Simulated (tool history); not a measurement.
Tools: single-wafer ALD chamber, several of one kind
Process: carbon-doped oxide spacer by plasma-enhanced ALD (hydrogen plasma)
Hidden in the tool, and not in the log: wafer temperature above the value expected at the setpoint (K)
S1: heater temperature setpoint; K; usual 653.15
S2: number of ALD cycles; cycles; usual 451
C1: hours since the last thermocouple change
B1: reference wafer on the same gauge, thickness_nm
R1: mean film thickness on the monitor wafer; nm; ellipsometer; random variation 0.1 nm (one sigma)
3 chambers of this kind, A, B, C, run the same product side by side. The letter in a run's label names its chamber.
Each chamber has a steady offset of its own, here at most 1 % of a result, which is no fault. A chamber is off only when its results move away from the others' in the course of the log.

Run 1A, hour 8: usual settings; C1 367.2; B1 19.298. Result: R1 22.77 nm.
At hour 10.8: chamber C: thermocouple changed; heater temperature recalibrated.
Run 2C, hour 17: usual settings; C1 6.3; B1 19.311. Result: R1 22.501 nm.
Run 3B, hour 26.8: usual settings; C1 468.7; B1 19.305. Result: R1 22.842 nm.
Run 4C, hour 32.9: usual settings; C1 22.2; B1 19.323. Result: R1 22.513 nm.
Run 5B, hour 43: usual settings but S1 662.15 K, S2 406 cycles; C1 484.9; B1 19.292. Result: R1 20.53 nm.
Run 6A, hour 52.9: usual settings but S1 662.15 K, S2 406 cycles; C1 412.1; B1 19.291. Result: R1 20.575 nm.
Run 7B, hour 62.7: usual settings but S1 662.15 K, S2 406 cycles; C1 504.6; B1 19.298. Result: R1 20.358 nm.
Run 8C, hour 68.3: usual settings; C1 57.6; B1 19.297. Result: R1 22.471 nm.
Run 9A, hour 73.4: usual settings; C1 432.6; B1 19.294. Result: R1 22.684 nm.
Run 10A, hour 80.5: usual settings; C1 439.7; B1 19.315. Result: R1 22.701 nm.
Run 11B, hour 89.2: usual settings; C1 531.1; B1 19.289. Result: R1 22.765 nm.
Run 12C, hour 96.1: usual settings; C1 85.4; B1 19.297. Result: R1 22.535 nm.
Run 13A, hour 106.9: usual settings; C1 466.1; B1 19.287. Result: R1 22.681 nm.
Run 14B, hour 113.1: usual settings; C1 555; B1 19.299. Result: R1 22.724 nm.
Run 15C, hour 119: usual settings; C1 108.3; B1 19.301. Result: R1 22.66 nm.
Run 16C, hour 127.4: usual settings; C1 116.7; B1 19.318. Result: R1 22.523 nm.
Run 17A, hour 135.9: usual settings; C1 495.1; B1 19.278. Result: R1 22.817 nm.
Run 18B, hour 143.7: usual settings; C1 585.6; B1 19.308. Result: R1 22.705 nm.
Run 19B, hour 152.7: usual settings; C1 594.6; B1 19.286. Result: R1 22.735 nm.
Run 20C, hour 160.9: usual settings but S2 387 cycles; C1 150.2; B1 19.292. Result: R1 19.382 nm.
Run 21A, hour 170.3: usual settings but S2 387 cycles; C1 529.5; B1 19.302. Result: R1 19.535 nm.
Run 22C, hour 178.4: usual settings but S2 387 cycles; C1 167.7; B1 19.292. Result: R1 19.422 nm.
Run 23A, hour 187.1: usual settings; C1 546.3; B1 19.311. Result: R1 22.664 nm.
Run 24B, hour 194.9: usual settings; C1 636.8; B1 19.294. Result: R1 22.758 nm.
Run 25C, hour 203.5: usual settings; C1 192.8; B1 19.296. Result: R1 22.586 nm.
Run 26B, hour 212.6: usual settings; C1 654.5; B1 19.32. Result: R1 22.813 nm.

Is one chamber off against the others, does the gauge drift, or is nothing wrong? If a chamber is off, say which, and what the likeliest cause is.

No chamber stands off beyond its own small offset, and the gauge holds steady.
